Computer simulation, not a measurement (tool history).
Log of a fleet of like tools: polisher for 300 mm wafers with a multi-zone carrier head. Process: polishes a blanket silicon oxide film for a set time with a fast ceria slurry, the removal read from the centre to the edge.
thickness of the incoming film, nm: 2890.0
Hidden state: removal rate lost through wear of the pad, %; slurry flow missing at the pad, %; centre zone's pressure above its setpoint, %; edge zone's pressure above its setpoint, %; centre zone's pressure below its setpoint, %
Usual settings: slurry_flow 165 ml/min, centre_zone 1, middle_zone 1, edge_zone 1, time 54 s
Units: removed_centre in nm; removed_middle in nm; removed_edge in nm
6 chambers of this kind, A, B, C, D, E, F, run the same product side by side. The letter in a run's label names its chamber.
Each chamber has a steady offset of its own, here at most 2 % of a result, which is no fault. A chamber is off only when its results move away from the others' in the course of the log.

| run | hour | slurry_flow | centre_zone | middle_zone | edge_zone | time | wafers polished on this pad | hours since the slurry nozzle was cleaned | hours since the centre zone pressure was calibrated | hours since the edge zone pressure was calibrated | removed_centre | removed_middle | removed_edge |
|---|---|---|---|---|---|---|---|---|---|---|---|---|---|
| 1C | 4.9 | 165 | 1 | 1 | 1 | 54 | 1023 | 474.8 | 912.8 | 1261.1 | 822.45 | 810.37 | 837.36 |
| 2F | 15.2 | 165 | 1 | 1 | 1 | 54 | 721 | 301.5 | 202.2 | 183.9 | 822.08 | 822 | 799.54 |
| 3B | 23.9 | 165 | 1 | 1 | 1 | 54 | 1043 | 60.4 | 646.5 | 862.6 | 817.69 | 797.05 | 814.62 |
| 4D | 31.3 | 165 | 1 | 1 | 1 | 54 | 487 | 360.5 | 173.8 | 407.9 | 821.52 | 810.48 | 802.73 |
|  | 31.6 | chamber F: worn pad replaced by a new one |
|  | 34.8 | chamber E: worn pad replaced by a new one |
|  | 34.9 | chamber B: worn pad replaced by a new one |
| 5E | 40.8 | 165 | 1 | 1 | 1 | 54 | 88 | 105.2 | 395.2 | 253.9 | 809.06 | 822.05 | 814.57 |
| 6A | 47.8 | 165 | 1 | 1 | 1 | 54 | 903 | 229.6 | 997 | 379.2 | 820.67 | 820.02 | 789.13 |
|  | 48.3 | chamber C: worn pad replaced by a new one |
|  | 49 | chamber C: centre zone pressure recalibrated |
| 7A | 54.6 | 165 | 1 | 1 | 1 | 54 | 1004 | 236.4 | 1003.8 | 386 | 819.98 | 824.48 | 789.11 |
|  | 54.9 | chamber D: worn pad replaced by a new one |
| 8B | 60.3 | 165 | 1 | 1 | 1 | 54 | 375 | 96.8 | 682.9 | 899 | 809.27 | 805.5 | 817.19 |
| 9F | 70 | 165 | 1 | 1 | 1 | 54 | 568 | 356.3 | 257 | 238.7 | 821.8 | 825.97 | 812.26 |
| 10E | 74.7 | 165 | 1 | 1 | 1 | 54 | 590 | 139.1 | 429.1 | 287.8 | 810.93 | 821.91 | 817.27 |
|  | 79.2 | chamber B: edge zone pressure recalibrated |
|  | 83.2 | chamber E: centre zone pressure recalibrated |
| 11D | 83.9 | 165 | 1 | 1 | 1 | 54 | 428 | 413.1 | 226.4 | 460.5 | 824.49 | 805.66 | 799.61 |
| 12C | 88.9 | 140 | 1 | 1.07 | 1 | 54 | 601 | 558.8 | 40 | 1345.1 | 794.79 | 843.89 | 787.51 |
|  | 91.5 | chamber A: worn pad replaced by a new one |
|  | 91.8 | chamber F: worn pad replaced by a new one |
| 13A | 99 | 140 | 1 | 1.07 | 1 | 54 | 111 | 280.8 | 1048.2 | 430.4 | 786.42 | 846.33 | 785.31 |
|  | 104 | chamber E: worn pad replaced by a new one |
| 14B | 108 | 140 | 1 | 1.07 | 1 | 54 | 1081 | 144.5 | 730.6 | 28.8 | 786.61 | 832.06 | 805.1 |
| 15F | 113.9 | 140 | 1 | 1.07 | 1 | 54 | 328 | 400.2 | 300.9 | 282.6 | 787.16 | 844.27 | 791.13 |
|  | 118.2 | chamber D: worn pad replaced by a new one |
| 16D | 124.2 | 140 | 1 | 1.07 | 1 | 54 | 89 | 453.4 | 266.7 | 500.8 | 778.55 | 829.61 | 784.8 |
|  | 126.6 | chamber B: worn pad replaced by a new one |
|  | 130.8 | chamber C: edge zone pressure recalibrated |
| 17C | 134.6 | 140 | 1 | 1.07 | 1 | 54 | 1276 | 604.5 | 85.7 | 3.9 | 784.21 | 847.66 | 799.55 |
|  | 139.6 | chamber C: worn pad replaced by a new one |
| 18E | 140.1 | 165 | 1 | 1 | 1 | 54 | 534 | 204.5 | 57 | 353.2 | 807.65 | 818.24 | 819.58 |
| 19D | 150.4 | 165 | 1 | 1 | 1 | 54 | 477 | 479.6 | 292.9 | 527 | 816.83 | 803.97 | 826.08 |
|  | 157.8 | chamber F: worn pad replaced by a new one |
|  | 159.1 | chamber A: centre zone pressure recalibrated |
|  | 159.6 | chamber E: worn pad replaced by a new one |
| 20C | 160.8 | 165 | 1 | 1.04 | 1 | 54 | 314 | 630.7 | 111.9 | 30.1 | 819.36 | 850.76 | 826.19 |
| 21F | 169.8 | 165 | 1 | 1.04 | 1 | 54 | 177 | 456.1 | 356.8 | 338.5 | 819.62 | 854.02 | 805.72 |
| 22A | 177.1 | 165 | 1 | 1.04 | 1 | 54 | 1266 | 358.9 | 18.1 | 508.5 | 892.63 | 861.41 | 818.3 |
|  | 184.7 | chamber D: worn pad replaced by a new one |
| 23B | 186.3 | 165 | 1 | 1.04 | 1 | 54 | 883 | 222.8 | 808.9 | 107.1 | 809.92 | 842.07 | 815.2 |
|  | 190.2 | chamber B: centre zone pressure recalibrated |
| 24E | 193.4 | 165 | 1 | 1.04 | 1 | 54 | 500 | 257.8 | 110.3 | 406.5 | 810.52 | 854.64 | 810.75 |
|  | 199.1 | chamber F: slurry nozzle cleaned |
| 25B | 199.5 | 165 | 1 | 1.04 | 1 | 54 | 1079 | 236 | 9.4 | 120.3 | 811.99 | 833.06 | 829.44 |
|  | 200.1 | chamber A: worn pad replaced by a new one |
| 26C | 208.2 | 135 | 1 | 1 | 1 | 54 | 1015 | 678.1 | 159.3 | 77.5 | 782.79 | 793.6 | 768.93 |
| 27D | 212.9 | 135 | 1 | 1 | 1 | 54 | 417 | 542.1 | 355.4 | 589.5 | 773.87 | 782.23 | 794.54 |
|  | 214.3 | chamber E: worn pad replaced by a new one |
|  | 216.2 | chamber F: worn pad replaced by a new one |
|  | 219.1 | chamber B: worn pad replaced by a new one |
| 28F | 221.2 | 135 | 1 | 1 | 1 | 54 | 74 | 22.1 | 408.2 | 389.9 | 777.44 | 790.44 | 790.07 |
| 29E | 230.1 | 135 | 1 | 1 | 1 | 54 | 235 | 294.5 | 147 | 443.2 | 766.52 | 788.34 | 778.63 |
| 30A | 234.7 | 135 | 1 | 1 | 1 | 54 | 513 | 416.5 | 75.7 | 566.1 | 850.46 | 787.36 | 803.49 |
|  | 238.1 | chamber D: worn pad replaced by a new one |
| 31C | 242.1 | 135 | 1 | 1 | 1 | 54 | 1517 | 712 | 193.2 | 111.4 | 770.53 | 782.62 | 790.15 |
|  | 243.5 | chamber A: slurry nozzle cleaned |
| 32B | 250 | 165 | 1 | 1 | 1 | 54 | 457 | 286.5 | 59.9 | 170.8 | 818.66 | 809.93 | 836.36 |
|  | 256.2 | chamber E: slurry nozzle cleaned |
| 33E | 258.7 | 165 | 1 | 1 | 1 | 54 | 657 | 2.6 | 175.6 | 471.8 | 817.45 | 808.83 | 804.84 |
| 34F | 265.8 | 165 | 1 | 0.96 | 1.07 | 54 | 734 | 66.7 | 452.8 | 434.5 | 824.63 | 782.2 | 845.71 |
| 35D | 276.3 | 165 | 1 | 0.96 | 1.07 | 54 | 565 | 605.5 | 418.8 | 652.9 | 804.52 | 789.38 | 835.41 |
|  | 280.2 | chamber F: worn pad replaced by a new one |
| 36A | 283.1 | 165 | 1 | 0.96 | 1.07 | 54 | 1228 | 39.6 | 124.1 | 614.5 | 895.84 | 791.28 | 841.81 |
| 37F | 288.8 | 165 | 1 | 0.96 | 1.07 | 54 | 128 | 89.7 | 475.8 | 457.5 | 817.78 | 791.82 | 838.59 |
|  | 291.8 | chamber D: worn pad replaced by a new one |
|  | 292.3 | chamber D: slurry nozzle cleaned |
|  | 294.4 | chamber A: worn pad replaced by a new one |
| 38A | 299.1 | 165 | 1 | 0.96 | 1.07 | 54 | 70 | 55.6 | 140.1 | 630.5 | 894.95 | 787.43 | 838.85 |
| 39D | 305.5 | 165 | 1 | 0.96 | 1.07 | 54 | 203 | 13.2 | 448 | 682.1 | 810.81 | 784.68 | 842.9 |

Is one chamber off against the others, does the gauge drift, or is nothing wrong? If a chamber is off, say which, and what the likeliest cause is.

A service left chamber A off against the others.
Cause: centre zone's pressure above its setpoint, % = 8.16.

Here are 4 candidates for chamber A's next run, each the usual settings with a change, their results left as question marks. Which one brings its results back in line with what the others give on the usual settings?
In line means no further than this from the other chambers' mean on the usual settings: removed_centre 18 nm; removed_middle 19 nm; removed_edge 39 nm
| 40A-1 | 313.1 | 175 | 1.12 | 1 | 0.95 | 54 |  |  |  |  | ? | ? | ? |
| 40A-2 | 313.1 | 160 | 0.93 | 1 | 1.03 | 54 |  |  |  |  | ? | ? | ? |
| 40A-3 | 313.1 | 175 | 1.08 | 1 | 0.96 | 54 |  |  |  |  | ? | ? | ? |
| 40A-4 | 313.1 | 155 | 0.89 | 1 | 1.05 | 54 |  |  |  |  | ? | ? | ? |

The other chambers' mean on the usual settings: removed_centre 813.15 nm; removed_middle 814.05 nm; removed_edge 812.41 nm
| run | removed_centre | removed_middle | removed_edge |
|---|---|---|---|
| 40A-1 | 1024.1 | 829.3 | 786.15 |
| 40A-2 | 820.84 | 817.32 | 811.02 |
| 40A-3 | 984.39 | 829.5 | 790.43 |
| 40A-4 | 776.64 | 812.71 | 815.96 |
40A-2 brings the chamber back in line.

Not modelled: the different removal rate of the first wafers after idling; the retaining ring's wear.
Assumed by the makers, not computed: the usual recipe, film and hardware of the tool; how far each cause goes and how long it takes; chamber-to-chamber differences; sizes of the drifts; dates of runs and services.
